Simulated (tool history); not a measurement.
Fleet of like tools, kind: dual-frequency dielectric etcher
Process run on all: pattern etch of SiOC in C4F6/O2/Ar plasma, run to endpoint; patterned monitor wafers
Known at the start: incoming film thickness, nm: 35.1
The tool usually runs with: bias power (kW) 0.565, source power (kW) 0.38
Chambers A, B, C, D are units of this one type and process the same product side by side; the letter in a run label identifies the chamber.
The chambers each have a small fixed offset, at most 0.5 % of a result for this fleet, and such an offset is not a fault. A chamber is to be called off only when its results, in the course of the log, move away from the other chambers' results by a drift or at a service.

| run | hour | bias power (kW) | source power (kW) | hours since the last wet clean | hours since the last bias power generator calibration | hours since the last source power generator calibration | endpoint time (s) |
|---|---|---|---|---|---|---|---|
| 1D | 4.5 | 0.565 | 0.38 | 61.9 | 166 | 787.6 | 11.557 |
| 2A | 8.7 | 0.565 | 0.38 | 149 | 3329 | 299.1 | 11.497 |
| 3C | 13.4 | 0.565 | 0.38 | 487.8 | 1963.3 | 1729.8 | 11.685 |
| 4B | 16.7 | 0.565 | 0.38 | 105.3 | 1971.4 | 633.5 | 11.571 |
| 5D | 20.1 | 0.565 | 0.38 | 77.5 | 181.6 | 803.2 | 11.517 |
| 6A | 22.7 | 0.565 | 0.38 | 163 | 3343 | 313.1 | 11.559 |
| 7B | 27.2 | 0.565 | 0.38 | 115.8 | 1981.9 | 644 | 11.555 |
| 8C | 32.9 | 0.565 | 0.45 | 507.3 | 1982.8 | 1749.3 | 10.851 |
| 9D | 36.2 | 0.565 | 0.45 | 93.6 | 197.7 | 819.3 | 10.826 |
| 10A | 39.6 | 0.565 | 0.45 | 179.9 | 3359.9 | 330 | 10.754 |
| 11C | 43.1 | 0.565 | 0.45 | 517.5 | 1993 | 1759.5 | 10.805 |
| 12B | 47 | 0.565 | 0.38 | 135.6 | 2001.7 | 663.8 | 11.488 |
| 13C | 50.8 | 0.565 | 0.38 | 525.2 | 2000.7 | 1767.2 | 11.526 |
| 14A | 53.7 | 0.565 | 0.38 | 194 | 3374 | 344.1 | 11.526 |
| 15B | 56.9 | 0.565 | 0.38 | 145.5 | 2011.6 | 673.7 | 11.406 |
|  | 59.5 | chamber C: wet clean of the chamber |
| 16D | 61.5 | 0.565 | 0.38 | 118.9 | 223 | 844.6 | 11.581 |
| 17B | 65.6 | 0.565 | 0.38 | 154.2 | 2020.3 | 682.4 | 11.452 |
| 18A | 69.5 | 0.565 | 0.38 | 209.8 | 3389.8 | 359.9 | 11.442 |
| 19C | 74 | 0.565 | 0.34 | 14.6 | 2023.9 | 1790.4 | 11.979 |
| 20D | 79.1 | 0.565 | 0.34 | 136.5 | 240.6 | 862.2 | 11.953 |
| 21D | 83.8 | 0.565 | 0.34 | 141.2 | 245.3 | 866.9 | 11.991 |
| 22A | 87.4 | 0.565 | 0.34 | 227.7 | 3407.7 | 377.8 | 11.941 |
| 23C | 90.2 | 0.565 | 0.38 | 30.8 | 2040.1 | 1806.6 | 11.513 |
| 24B | 95 | 0.565 | 0.38 | 183.6 | 2049.7 | 711.8 | 11.315 |
| 25A | 98.6 | 0.565 | 0.38 | 238.9 | 3418.9 | 389 | 11.601 |
| 26D | 101.4 | 0.565 | 0.38 | 158.8 | 262.9 | 884.5 | 11.581 |
| 27B | 105.3 | 0.565 | 0.38 | 193.9 | 2060 | 722.1 | 11.213 |
| 28C | 108.6 | 0.565 | 0.38 | 49.2 | 2058.5 | 1825 | 11.601 |
| 29B | 111.3 | 0.565 | 0.38 | 199.9 | 2066 | 728.1 | 11.129 |
| 30A | 116.3 | 0.565 | 0.38 | 256.6 | 3436.6 | 406.7 | 11.528 |
| 31D | 120 | 0.565 | 0.38 | 177.4 | 281.5 | 903.1 | 11.54 |
| 32C | 125.3 | 0.511 | 0.45 | 65.9 | 2075.2 | 1841.7 | 11.231 |
| 33D | 128.8 | 0.511 | 0.45 | 186.2 | 290.3 | 911.9 | 11.242 |
| 34C | 132.5 | 0.511 | 0.45 | 73.1 | 2082.4 | 1848.9 | 11.28 |
| 35A | 135.5 | 0.511 | 0.45 | 275.8 | 3455.8 | 425.9 | 11.237 |
| 36B | 139.9 | 0.565 | 0.38 | 228.5 | 2094.6 | 756.7 | 11.09 |
| 37C | 143.5 | 0.565 | 0.38 | 84.1 | 2093.4 | 1859.9 | 11.55 |
| 38B | 148.8 | 0.565 | 0.45 | 237.4 | 2103.5 | 765.6 | 10.404 |
| 39D | 151.4 | 0.565 | 0.45 | 208.8 | 312.9 | 934.5 | 10.835 |
| 40A | 154.4 | 0.565 | 0.45 | 294.7 | 3474.7 | 444.8 | 10.721 |
| 41D | 158.1 | 0.565 | 0.45 | 215.5 | 319.6 | 941.2 | 10.924 |
| 42B | 160.7 | 0.565 | 0.38 | 249.3 | 2115.4 | 777.5 | 11.076 |
| 43C | 164 | 0.565 | 0.38 | 104.6 | 2113.9 | 1880.4 | 11.56 |
| 44A | 168.5 | 0.565 | 0.38 | 308.8 | 3488.8 | 458.9 | 11.414 |

Predict what each chamber gives when all 4 of them run the settings below next.
| 45A | 172.7 | 0.565 | 0.38 |  |  |  | ? |
| 45B | 172.7 | 0.565 | 0.38 |  |  |  | ? |
| 45C | 172.7 | 0.565 | 0.38 |  |  |  | ? |
| 45D | 172.7 | 0.565 | 0.38 |  |  |  | ? |

| run | endpoint time (s) |
|---|---|
| 45A | 11.507 |
| 45B | 10.941 |
| 45C | 11.502 |
| 45D | 11.548 |

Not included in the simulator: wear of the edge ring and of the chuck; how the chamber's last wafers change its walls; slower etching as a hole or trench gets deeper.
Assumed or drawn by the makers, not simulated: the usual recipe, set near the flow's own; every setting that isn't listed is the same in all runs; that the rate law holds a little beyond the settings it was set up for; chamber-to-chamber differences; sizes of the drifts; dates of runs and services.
